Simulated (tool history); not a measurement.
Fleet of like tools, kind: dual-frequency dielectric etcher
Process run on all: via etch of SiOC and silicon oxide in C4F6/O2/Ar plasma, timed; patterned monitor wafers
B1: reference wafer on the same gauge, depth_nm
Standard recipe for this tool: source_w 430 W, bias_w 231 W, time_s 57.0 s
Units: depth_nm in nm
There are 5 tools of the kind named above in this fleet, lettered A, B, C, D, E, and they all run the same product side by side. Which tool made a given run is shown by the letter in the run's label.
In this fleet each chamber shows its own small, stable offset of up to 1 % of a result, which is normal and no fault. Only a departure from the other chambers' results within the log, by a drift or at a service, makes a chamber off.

-- hour=2.4 chamber D: bias power generator calibrated
run 1C hour=8.9 | source_w=430 bias_w=231 time_s=57.0 | B1=85.632 | depth_nm=71.810
-- hour=13.6 chamber C: source power generator calibrated
run 2E hour=19.8 | source_w=430 bias_w=231 time_s=57.0 | B1=85.564 | depth_nm=71.754
run 3A hour=26.3 | source_w=430 bias_w=231 time_s=57.0 | B1=85.622 | depth_nm=71.101
-- hour=30.9 chamber A: wet clean of the chamber
run 4B hour=39.5 | source_w=430 bias_w=231 time_s=57.0 | B1=85.630 | depth_nm=71.473
run 5D hour=47.6 | source_w=360 bias_w=231 time_s=57.0 | B1=85.559 | depth_nm=66.649
run 6C hour=56.3 | source_w=360 bias_w=231 time_s=57.0 | B1=85.625 | depth_nm=67.183
run 7A hour=63.4 | source_w=360 bias_w=231 time_s=57.0 | B1=85.585 | depth_nm=66.992
run 8D hour=76.9 | source_w=360 bias_w=231 time_s=57.0 | B1=85.605 | depth_nm=67.011
run 9B hour=90.2 | source_w=360 bias_w=231 time_s=57.0 | B1=85.624 | depth_nm=66.929
run 10E hour=99.4 | source_w=430 bias_w=231 time_s=57.0 | B1=85.582 | depth_nm=71.375
run 11B hour=112.7 | source_w=430 bias_w=231 time_s=57.0 | B1=85.613 | depth_nm=71.673
run 12D hour=118.8 | source_w=430 bias_w=231 time_s=57.0 | B1=85.526 | depth_nm=71.491
run 13C hour=128.1 | source_w=430 bias_w=231 time_s=57.0 | B1=85.575 | depth_nm=71.938
run 14E hour=139.5 | source_w=430 bias_w=231 time_s=57.0 | B1=85.619 | depth_nm=71.209
run 15A hour=147.8 | source_w=430 bias_w=231 time_s=57.0 | B1=85.547 | depth_nm=71.539
run 16A hour=153.9 | source_w=430 bias_w=231 time_s=57.0 | B1=85.611 | depth_nm=71.736
run 17E hour=161.5 | source_w=430 bias_w=231 time_s=57.0 | B1=85.556 | depth_nm=71.077
run 18D hour=174.0 | source_w=490 bias_w=231 time_s=49.5 | B1=85.589 | depth_nm=64.709
run 19C hour=181.7 | source_w=490 bias_w=231 time_s=49.5 | B1=85.564 | depth_nm=65.746
run 20B hour=191.4 | source_w=490 bias_w=231 time_s=49.5 | B1=85.626 | depth_nm=64.920
run 21E hour=201.0 | source_w=490 bias_w=231 time_s=49.5 | B1=85.570 | depth_nm=65.571
run 22C hour=212.8 | source_w=490 bias_w=231 time_s=49.5 | B1=85.589 | depth_nm=65.753
-- hour=214.0 chamber C: wet clean of the chamber
run 23B hour=222.3 | source_w=430 bias_w=231 time_s=57.0 | B1=85.608 | depth_nm=69.990
run 24A hour=230.7 | source_w=430 bias_w=231 time_s=57.0 | B1=85.637 | depth_nm=71.296
-- hour=237.3 chamber E: source power generator calibrated
run 25D hour=242.7 | source_w=430 bias_w=231 time_s=57.0 | B1=85.639 | depth_nm=71.311
run 26E hour=252.4 | source_w=430 bias_w=231 time_s=57.0 | B1=85.625 | depth_nm=71.219
run 27C hour=261.4 | source_w=430 bias_w=231 time_s=57.0 | B1=85.548 | depth_nm=72.455
run 28A hour=271.5 | source_w=430 bias_w=231 time_s=57.0 | B1=85.620 | depth_nm=71.022
run 29B hour=284.9 | source_w=430 bias_w=231 time_s=57.0 | B1=85.602 | depth_nm=69.365
-- hour=294.7 chamber E: wet clean of the chamber
run 30D hour=298.3 | source_w=430 bias_w=231 time_s=57.0 | B1=85.537 | depth_nm=71.292
run 31C hour=309.3 | source_w=430 bias_w=231 time_s=57.0 | B1=85.556 | depth_nm=72.278
run 32B hour=318.2 | source_w=430 bias_w=231 time_s=57.0 | B1=85.639 | depth_nm=69.530
run 33A hour=328.2 | source_w=430 bias_w=231 time_s=57.0 | B1=85.526 | depth_nm=71.272
run 34E hour=337.5 | source_w=430 bias_w=231 time_s=57.0 | B1=85.647 | depth_nm=71.388
run 35D hour=343.5 | source_w=430 bias_w=231 time_s=57.0 | B1=85.686 | depth_nm=71.502
run 36B hour=357.3 | source_w=430 bias_w=231 time_s=57.0 | B1=85.608 | depth_nm=69.112

Predict what each chamber gives when all 5 of them run the settings below next.
run 37A hour=367.2 | source_w=430 bias_w=231 time_s=57.0 | depth_nm=?
run 37B hour=367.2 | source_w=430 bias_w=231 time_s=57.0 | depth_nm=?
run 37C hour=367.2 | source_w=430 bias_w=231 time_s=57.0 | depth_nm=?
run 37D hour=367.2 | source_w=430 bias_w=231 time_s=57.0 | depth_nm=?
run 37E hour=367.2 | source_w=430 bias_w=231 time_s=57.0 | depth_nm=?

run=37A depth_nm=71.050
run=37B depth_nm=68.635
run=37C depth_nm=72.311
run=37D depth_nm=71.288
run=37E depth_nm=71.862

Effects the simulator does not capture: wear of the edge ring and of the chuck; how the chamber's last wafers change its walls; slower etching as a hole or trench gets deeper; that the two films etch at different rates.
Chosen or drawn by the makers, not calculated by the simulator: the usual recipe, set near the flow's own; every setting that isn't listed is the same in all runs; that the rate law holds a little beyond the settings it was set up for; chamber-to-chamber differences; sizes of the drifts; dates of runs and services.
